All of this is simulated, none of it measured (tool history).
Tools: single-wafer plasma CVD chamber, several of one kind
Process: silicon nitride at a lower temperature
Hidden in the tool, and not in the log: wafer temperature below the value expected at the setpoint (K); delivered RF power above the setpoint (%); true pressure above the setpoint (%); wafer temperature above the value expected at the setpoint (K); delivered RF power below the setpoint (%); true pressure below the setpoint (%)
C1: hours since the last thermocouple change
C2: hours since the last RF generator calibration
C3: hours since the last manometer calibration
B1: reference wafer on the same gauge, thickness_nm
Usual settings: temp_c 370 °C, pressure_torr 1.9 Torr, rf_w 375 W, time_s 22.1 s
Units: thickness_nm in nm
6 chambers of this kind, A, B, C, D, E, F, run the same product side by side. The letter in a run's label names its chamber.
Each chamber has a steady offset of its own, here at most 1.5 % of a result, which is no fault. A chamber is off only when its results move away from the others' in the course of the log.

{"run": "1E", "hour": 12.3, "temp_c": 370, "pressure_torr": 1.9, "rf_w": 375, "time_s": 22.1, "C1": 1749.4, "C2": 606.5, "C3": 417.3, "B1": 25.892, "thickness_nm": 31.07}
{"hour": 16.6, "done": "chamber C: thermocouple changed; heater temperature recalibrated"}
{"run": "2A", "hour": 26.9, "temp_c": 370, "pressure_torr": 1.9, "rf_w": 375, "time_s": 22.1, "C1": 737.9, "C2": 740.7, "C3": 692.3, "B1": 25.89, "thickness_nm": 31.131}
{"run": "3D", "hour": 43.0, "temp_c": 370, "pressure_torr": 1.9, "rf_w": 375, "time_s": 22.1, "C1": 2429.9, "C2": 1802.6, "C3": 708.4, "B1": 25.902, "thickness_nm": 31.198}
{"run": "4B", "hour": 58.5, "temp_c": 370, "pressure_torr": 1.9, "rf_w": 375, "time_s": 22.1, "C1": 601.1, "C2": 1164.4, "C3": 529.3, "B1": 25.904, "thickness_nm": 31.289}
{"run": "5C", "hour": 66.2, "temp_c": 370, "pressure_torr": 1.9, "rf_w": 375, "time_s": 22.1, "C1": 49.6, "C2": 904.1, "C3": 1350.5, "B1": 25.909, "thickness_nm": 30.839}
{"hour": 69.5, "done": "chamber E: thermocouple changed; heater temperature recalibrated"}
{"run": "6F", "hour": 79.4, "temp_c": 370, "pressure_torr": 1.9, "rf_w": 375, "time_s": 22.1, "C1": 2014.3, "C2": 641.6, "C3": 2462.4, "B1": 25.904, "thickness_nm": 31.239}
{"run": "7B", "hour": 87.4, "temp_c": 370, "pressure_torr": 1.9, "rf_w": 375, "time_s": 22.1, "C1": 630, "C2": 1193.3, "C3": 558.2, "B1": 25.883, "thickness_nm": 31.2}
{"run": "8F", "hour": 95.4, "temp_c": 370, "pressure_torr": 1.9, "rf_w": 375, "time_s": 22.1, "C1": 2030.3, "C2": 657.6, "C3": 2478.4, "B1": 25.892, "thickness_nm": 31.009}
{"hour": 96.5, "done": "chamber D: RF generator calibrated"}
{"run": "9C", "hour": 108.2, "temp_c": 370, "pressure_torr": 1.9, "rf_w": 375, "time_s": 22.1, "C1": 91.6, "C2": 946.1, "C3": 1392.5, "B1": 25.904, "thickness_nm": 30.812}
{"run": "10A", "hour": 120.3, "temp_c": 370, "pressure_torr": 1.9, "rf_w": 375, "time_s": 22.1, "C1": 831.3, "C2": 834.1, "C3": 785.7, "B1": 25.893, "thickness_nm": 31.264}
{"run": "11E", "hour": 129.3, "temp_c": 370, "pressure_torr": 1.9, "rf_w": 310, "time_s": 22.1, "C1": 59.9, "C2": 723.5, "C3": 534.3, "B1": 25.888, "thickness_nm": 27.441}
{"run": "12D", "hour": 137.8, "temp_c": 370, "pressure_torr": 1.9, "rf_w": 310, "time_s": 22.1, "C1": 2524.7, "C2": 41.4, "C3": 803.2, "B1": 25.904, "thickness_nm": 27.734}
{"run": "13E", "hour": 146.8, "temp_c": 370, "pressure_torr": 1.9, "rf_w": 310, "time_s": 22.1, "C1": 77.4, "C2": 741, "C3": 551.8, "B1": 25.902, "thickness_nm": 27.374}
{"run": "14F", "hour": 156.3, "temp_c": 370, "pressure_torr": 1.9, "rf_w": 310, "time_s": 22.1, "C1": 2091.2, "C2": 718.5, "C3": 2539.3, "B1": 25.914, "thickness_nm": 27.618}
{"run": "15A", "hour": 170.0, "temp_c": 370, "pressure_torr": 1.9, "rf_w": 310, "time_s": 22.1, "C1": 881, "C2": 883.8, "C3": 835.4, "B1": 25.913, "thickness_nm": 27.604}
{"run": "16C", "hour": 184.5, "temp_c": 370, "pressure_torr": 1.9, "rf_w": 310, "time_s": 22.1, "C1": 167.9, "C2": 1022.4, "C3": 1468.8, "B1": 25.905, "thickness_nm": 27.291}
{"run": "17B", "hour": 199.1, "temp_c": 370, "pressure_torr": 1.9, "rf_w": 375, "time_s": 22.1, "C1": 741.7, "C2": 1305, "C3": 669.9, "B1": 25.881, "thickness_nm": 31.286}
{"run": "18D", "hour": 214.5, "temp_c": 384, "pressure_torr": 1.9, "rf_w": 375, "time_s": 22.1, "C1": 2601.4, "C2": 118.1, "C3": 879.9, "B1": 25.88, "thickness_nm": 31.117}
{"run": "19F", "hour": 227.1, "temp_c": 384, "pressure_torr": 1.9, "rf_w": 375, "time_s": 22.1, "C1": 2162, "C2": 789.3, "C3": 2610.1, "B1": 25.905, "thickness_nm": 30.963}
{"hour": 231.0, "done": "chamber F: capacitance manometer re-zeroed and calibrated"}
{"run": "20A", "hour": 242.9, "temp_c": 384, "pressure_torr": 1.9, "rf_w": 375, "time_s": 22.1, "C1": 953.9, "C2": 956.7, "C3": 908.3, "B1": 25.9, "thickness_nm": 31.137}
{"run": "21B", "hour": 254.6, "temp_c": 384, "pressure_torr": 1.9, "rf_w": 375, "time_s": 22.1, "C1": 797.2, "C2": 1360.5, "C3": 725.4, "B1": 25.9, "thickness_nm": 31.052}
{"hour": 262.5, "done": "chamber E: RF generator calibrated"}
{"run": "22D", "hour": 263.6, "temp_c": 384, "pressure_torr": 1.9, "rf_w": 375, "time_s": 22.1, "C1": 2650.5, "C2": 167.2, "C3": 929, "B1": 25.884, "thickness_nm": 31.047}
{"hour": 268.4, "done": "chamber D: capacitance manometer re-zeroed and calibrated"}
{"run": "23C", "hour": 273.7, "temp_c": 384, "pressure_torr": 1.9, "rf_w": 375, "time_s": 22.1, "C1": 257.1, "C2": 1111.6, "C3": 1558, "B1": 25.901, "thickness_nm": 30.851}
{"run": "24E", "hour": 281.0, "temp_c": 370, "pressure_torr": 1.9, "rf_w": 375, "time_s": 22.1, "C1": 211.6, "C2": 18.6, "C3": 686, "B1": 25.903, "thickness_nm": 31.164}
{"run": "25F", "hour": 292.8, "temp_c": 370, "pressure_torr": 1.9, "rf_w": 375, "time_s": 22.1, "C1": 2227.7, "C2": 855, "C3": 61.8, "B1": 25.897, "thickness_nm": 31.198}
{"run": "26D", "hour": 305.8, "temp_c": 370, "pressure_torr": 1.9, "rf_w": 375, "time_s": 22.1, "C1": 2692.7, "C2": 209.4, "C3": 37.5, "B1": 25.899, "thickness_nm": 30.699}
{"run": "27B", "hour": 315.9, "temp_c": 370, "pressure_torr": 1.9, "rf_w": 375, "time_s": 22.1, "C1": 858.5, "C2": 1421.8, "C3": 786.7, "B1": 25.907, "thickness_nm": 31.19}
{"hour": 316.1, "done": "chamber C: capacitance manometer re-zeroed and calibrated"}
{"run": "28E", "hour": 330.3, "temp_c": 370, "pressure_torr": 1.9, "rf_w": 375, "time_s": 22.1, "C1": 260.9, "C2": 67.9, "C3": 735.3, "B1": 25.906, "thickness_nm": 31.065}
{"run": "29A", "hour": 340.8, "temp_c": 370, "pressure_torr": 1.9, "rf_w": 375, "time_s": 22.1, "C1": 1051.8, "C2": 1054.6, "C3": 1006.2, "B1": 25.898, "thickness_nm": 31.304}
{"run": "30C", "hour": 351.0, "temp_c": 370, "pressure_torr": 1.9, "rf_w": 375, "time_s": 22.1, "C1": 334.4, "C2": 1188.9, "C3": 34.9, "B1": 25.892, "thickness_nm": 30.868}
{"run": "31A", "hour": 362.0, "temp_c": 370, "pressure_torr": 1.9, "rf_w": 375, "time_s": 22.1, "C1": 1073, "C2": 1075.8, "C3": 1027.4, "B1": 25.898, "thickness_nm": 31.258}
{"run": "32E", "hour": 373.2, "temp_c": 370, "pressure_torr": 1.9, "rf_w": 375, "time_s": 22.1, "C1": 303.8, "C2": 110.8, "C3": 778.2, "B1": 25.9, "thickness_nm": 31.127}
{"run": "33B", "hour": 382.0, "temp_c": 370, "pressure_torr": 1.9, "rf_w": 375, "time_s": 22.1, "C1": 924.6, "C2": 1487.9, "C3": 852.8, "B1": 25.893, "thickness_nm": 31.299}
{"run": "34D", "hour": 389.7, "temp_c": 370, "pressure_torr": 1.9, "rf_w": 375, "time_s": 22.1, "C1": 2776.6, "C2": 293.3, "C3": 121.4, "B1": 25.905, "thickness_nm": 30.815}
{"run": "35F", "hour": 403.0, "temp_c": 370, "pressure_torr": 1.9, "rf_w": 375, "time_s": 22.1, "C1": 2337.9, "C2": 965.2, "C3": 172, "B1": 25.901, "thickness_nm": 31.181}
{"run": "36C", "hour": 418.0, "temp_c": 370, "pressure_torr": 1.9, "rf_w": 375, "time_s": 22.1, "C1": 401.4, "C2": 1255.9, "C3": 101.9, "B1": 25.895, "thickness_nm": 30.943}
{"run": "37A", "hour": 429.4, "temp_c": 370, "pressure_torr": 1.9, "rf_w": 375, "time_s": 22.1, "C1": 1140.4, "C2": 1143.2, "C3": 1094.8, "B1": 25.91, "thickness_nm": 31.232}

All 6 chambers run these settings next. Forecast each chamber's results:
{"run": "38A", "hour": 441.3, "temp_c": 370, "pressure_torr": 1.9, "rf_w": 375, "time_s": 22.1, "thickness_nm": "?"}
{"run": "38B", "hour": 441.3, "temp_c": 370, "pressure_torr": 1.9, "rf_w": 375, "time_s": 22.1, "thickness_nm": "?"}
{"run": "38C", "hour": 441.3, "temp_c": 370, "pressure_torr": 1.9, "rf_w": 375, "time_s": 22.1, "thickness_nm": "?"}
{"run": "38D", "hour": 441.3, "temp_c": 370, "pressure_torr": 1.9, "rf_w": 375, "time_s": 22.1, "thickness_nm": "?"}
{"run": "38E", "hour": 441.3, "temp_c": 370, "pressure_torr": 1.9, "rf_w": 375, "time_s": 22.1, "thickness_nm": "?"}
{"run": "38F", "hour": 441.3, "temp_c": 370, "pressure_torr": 1.9, "rf_w": 375, "time_s": 22.1, "thickness_nm": "?"}

run=38A thickness_nm=31.213
run=38B thickness_nm=31.203
run=38C thickness_nm=30.796
run=38D thickness_nm=30.724
run=38E thickness_nm=31.088
run=38F thickness_nm=31.231
